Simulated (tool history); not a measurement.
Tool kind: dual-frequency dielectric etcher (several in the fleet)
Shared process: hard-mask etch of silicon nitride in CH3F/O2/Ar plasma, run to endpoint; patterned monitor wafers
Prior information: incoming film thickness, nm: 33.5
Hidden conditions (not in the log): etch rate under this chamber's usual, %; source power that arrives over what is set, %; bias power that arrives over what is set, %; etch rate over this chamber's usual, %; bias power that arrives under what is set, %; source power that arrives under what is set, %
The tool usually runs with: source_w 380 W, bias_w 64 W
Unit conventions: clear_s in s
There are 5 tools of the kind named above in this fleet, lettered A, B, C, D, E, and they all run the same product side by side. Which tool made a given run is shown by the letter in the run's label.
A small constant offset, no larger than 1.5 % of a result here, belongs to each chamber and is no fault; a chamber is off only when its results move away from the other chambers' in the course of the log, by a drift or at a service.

run,day,source_w,bias_w,hours since the last wet clean,hours since the last source power generator calibration,hours since the last bias power generator calibration,clear_s
1B,0.308,380,64,12.2,240.2,4394.4,51.882
2E,0.538,380,64,147.9,2201.0,1017.1,51.628
3D,0.771,380,64,92.9,2500.1,2874.9,52.488
4C,1.175,380,64,560.1,2981.6,903.5,51.485
5A,1.479,380,64,178.5,2136.2,2019.6,51.920
6A,1.725,290,64,184.4,2142.1,2025.5,57.209
7B,1.967,290,64,52.0,280.0,4434.2,58.000
8C,2.154,290,64,583.6,3005.1,927.0,57.053
9E,2.492,290,64,194.8,2247.9,1064.0,56.824
# day 2.596: chamber C: wet clean of the chamber
10D,2.854,290,64,142.9,2550.1,2924.9,57.780
11E,3.096,380,64,209.3,2262.4,1078.5,51.187
12D,3.412,380,70,156.3,2563.5,2938.3,50.310
13A,3.717,380,70,232.2,2189.9,2073.3,50.044
14C,3.996,380,70,33.7,3049.3,971.2,49.546
15B,4.388,380,70,110.1,338.1,4492.3,50.465
16C,4.583,380,70,47.8,3063.4,985.3,49.913
17B,4.850,380,64,121.2,349.2,4503.4,51.863
18D,5.250,440,49,200.4,2607.6,2982.4,54.007
19A,5.512,440,49,275.3,2233.0,2116.4,53.202
20E,5.800,440,49,274.2,2327.3,1143.4,52.886
21D,5.992,440,49,218.2,2625.4,3000.2,53.576
22E,6.271,440,49,285.5,2338.6,1154.7,52.682
23C,6.654,380,64,97.5,3113.1,1035.0,51.353
24B,6.925,380,64,171.0,399.0,4553.2,52.299
25A,7.138,380,64,314.3,2272.0,2155.4,51.789
26B,7.425,380,64,183.0,411.0,4565.2,51.758
27A,7.658,450,64,326.8,2284.5,2167.9,48.801
28E,7.942,450,64,325.6,2378.7,1194.8,48.221
29D,8.158,450,64,270.2,2677.4,3052.2,48.768
30C,8.433,450,64,140.2,3155.8,1077.7,48.252
31C,8.742,450,64,147.6,3163.2,1085.1,48.232
32A,8.992,380,64,358.8,2316.5,2199.9,51.906

What goes on in this fleet: one chamber off, a drifting gauge, or nothing beyond the chambers' own small offsets? Name the chamber and the cause, if any.

All chambers stay in line apart from their small fixed offsets, and the gauge does not drift.
